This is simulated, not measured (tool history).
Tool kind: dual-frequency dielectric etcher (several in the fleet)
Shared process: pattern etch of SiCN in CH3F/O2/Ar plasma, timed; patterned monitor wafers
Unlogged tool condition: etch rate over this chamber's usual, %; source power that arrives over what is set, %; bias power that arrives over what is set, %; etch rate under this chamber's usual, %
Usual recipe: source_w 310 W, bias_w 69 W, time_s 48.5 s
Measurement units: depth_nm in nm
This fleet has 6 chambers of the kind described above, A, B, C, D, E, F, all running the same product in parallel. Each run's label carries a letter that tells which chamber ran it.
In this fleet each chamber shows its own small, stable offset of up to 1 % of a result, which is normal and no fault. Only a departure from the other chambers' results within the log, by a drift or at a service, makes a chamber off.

| run | day | source_w | bias_w | time_s | hours since the last wet clean | hours since the last source power generator calibration | hours since the last bias power generator calibration | read-back reference wafer on the same gauge, depth_nm | depth_nm |
|---|---|---|---|---|---|---|---|---|---|
| 1D | 0.238 | 310 | 69 | 48.5 | 511.5 | 3869.5 | 1734.9 | 18.993 | 16.346 |
| 2A | 0.625 | 310 | 69 | 48.5 | 109.9 | 157.4 | 437.5 | 18.992 | 16.316 |
| 3C | 0.829 | 310 | 69 | 48.5 | 202.7 | 309.9 | 2488.6 | 18.974 | 16.190 |
| 4B | 1.221 | 310 | 69 | 48.5 | 295.9 | 2208.5 | 2363.9 | 18.992 | 16.276 |
|  | 1.504 | chamber F: wet clean of the chamber |
| 5F | 1.575 | 310 | 69 | 48.5 | 1.8 | 2108.5 | 1200.5 | 19.017 | 16.385 |
| 6E | 2.000 | 310 | 69 | 48.5 | 401.4 | 1757.1 | 1687.1 | 19.005 | 16.278 |
| 7F | 2.300 | 310 | 69 | 48.5 | 19.2 | 2125.9 | 1217.9 | 19.017 | 16.340 |
|  | 2.542 | chamber E: wet clean of the chamber |
| 8E | 2.646 | 310 | 69 | 57.5 | 2.6 | 1772.6 | 1702.6 | 18.996 | 19.333 |
|  | 2.921 | chamber D: wet clean of the chamber |
| 9B | 3.025 | 310 | 69 | 57.5 | 339.2 | 2251.8 | 2407.2 | 18.998 | 19.161 |
| 10A | 3.400 | 310 | 69 | 57.5 | 176.5 | 224.0 | 504.1 | 19.000 | 19.369 |
| 11C | 3.704 | 310 | 69 | 57.5 | 271.7 | 378.9 | 2557.6 | 19.017 | 19.301 |
| 12D | 4.142 | 310 | 69 | 57.5 | 29.3 | 3963.2 | 1828.6 | 19.008 | 19.328 |
| 13B | 4.354 | 310 | 69 | 57.5 | 371.1 | 2283.7 | 2439.1 | 18.967 | 19.159 |
| 14A | 4.771 | 360 | 69 | 36.0 | 209.4 | 256.9 | 537.0 | 18.999 | 12.918 |
| 15D | 5.121 | 360 | 69 | 36.0 | 52.8 | 3986.7 | 1852.1 | 18.998 | 12.899 |
| 16F | 5.471 | 360 | 69 | 36.0 | 95.3 | 2202.0 | 1294.0 | 18.985 | 12.940 |
| 17E | 5.862 | 360 | 69 | 36.0 | 79.8 | 1849.8 | 1779.8 | 19.005 | 12.809 |
| 18C | 6.271 | 360 | 69 | 36.0 | 333.3 | 440.5 | 2619.2 | 18.988 | 12.719 |
| 19B | 6.658 | 360 | 69 | 36.0 | 426.4 | 2339.0 | 2494.4 | 18.995 | 12.777 |
| 20F | 7.100 | 330 | 69 | 40.5 | 134.4 | 2241.1 | 1333.1 | 19.006 | 13.978 |
| 21A | 7.504 | 330 | 69 | 40.5 | 275.0 | 322.5 | 602.6 | 18.989 | 14.310 |
| 22D | 7.950 | 330 | 69 | 40.5 | 120.7 | 4054.6 | 1920.0 | 19.005 | 13.891 |
| 23C | 8.338 | 330 | 69 | 40.5 | 382.9 | 490.1 | 2668.8 | 18.995 | 13.850 |
| 24E | 8.800 | 330 | 69 | 40.5 | 150.3 | 1920.3 | 1850.3 | 19.021 | 13.938 |
| 25B | 9.129 | 330 | 69 | 40.5 | 485.7 | 2398.3 | 2553.7 | 19.030 | 13.909 |
|  | 9.296 | chamber C: wet clean of the chamber |
| 26C | 9.329 | 310 | 69 | 48.5 | 0.8 | 513.9 | 2692.6 | 19.016 | 16.258 |
| 27A | 9.667 | 310 | 69 | 43.5 | 326.9 | 374.4 | 654.5 | 18.995 | 15.185 |
| 28E | 9.917 | 310 | 69 | 43.5 | 177.1 | 1947.1 | 1877.1 | 18.989 | 14.668 |
| 29F | 10.204 | 310 | 69 | 43.5 | 208.9 | 2315.6 | 1407.6 | 19.011 | 14.655 |
| 30D | 10.454 | 310 | 69 | 43.5 | 180.8 | 4114.7 | 1980.1 | 19.028 | 14.597 |
| 31C | 10.742 | 310 | 69 | 43.5 | 34.7 | 547.8 | 2726.5 | 19.014 | 14.472 |
|  | 10.925 | chamber D: source power generator calibrated |
| 32E | 11.192 | 310 | 69 | 43.5 | 207.7 | 1977.7 | 1907.7 | 18.992 | 14.627 |
| 33A | 11.467 | 310 | 69 | 48.5 | 370.1 | 417.6 | 697.7 | 18.986 | 16.920 |
| 34B | 11.796 | 310 | 62 | 55.5 | 549.7 | 2462.3 | 2617.7 | 19.013 | 17.779 |
| 35F | 12.250 | 310 | 62 | 55.5 | 258.0 | 2364.7 | 1456.7 | 19.008 | 17.982 |
| 36D | 12.517 | 310 | 62 | 55.5 | 230.3 | 38.3 | 2029.6 | 18.986 | 17.929 |
| 37A | 12.746 | 310 | 62 | 55.5 | 400.8 | 448.3 | 728.4 | 19.002 | 18.898 |
| 38D | 12.946 | 310 | 62 | 55.5 | 240.6 | 48.6 | 2039.9 | 18.991 | 17.903 |
| 39F | 13.233 | 310 | 62 | 55.5 | 281.6 | 2388.3 | 1480.3 | 18.990 | 18.010 |
| 40E | 13.538 | 310 | 69 | 48.5 | 264.0 | 2034.0 | 1964.0 | 18.969 | 16.334 |

Next, every chamber runs the same settings. What will each give?
| 41A | 13.867 | 310 | 69 | 48.5 |  |  |  |  | ? |
| 41B | 13.867 | 310 | 69 | 48.5 |  |  |  |  | ? |
| 41C | 13.867 | 310 | 69 | 48.5 |  |  |  |  | ? |
| 41D | 13.867 | 310 | 69 | 48.5 |  |  |  |  | ? |
| 41E | 13.867 | 310 | 69 | 48.5 |  |  |  |  | ? |
| 41F | 13.867 | 310 | 69 | 48.5 |  |  |  |  | ? |

| run | depth_nm |
|---|---|
| 41A | 17.116 |
| 41B | 16.229 |
| 41C | 16.231 |
| 41D | 16.363 |
| 41E | 16.293 |
| 41F | 16.304 |
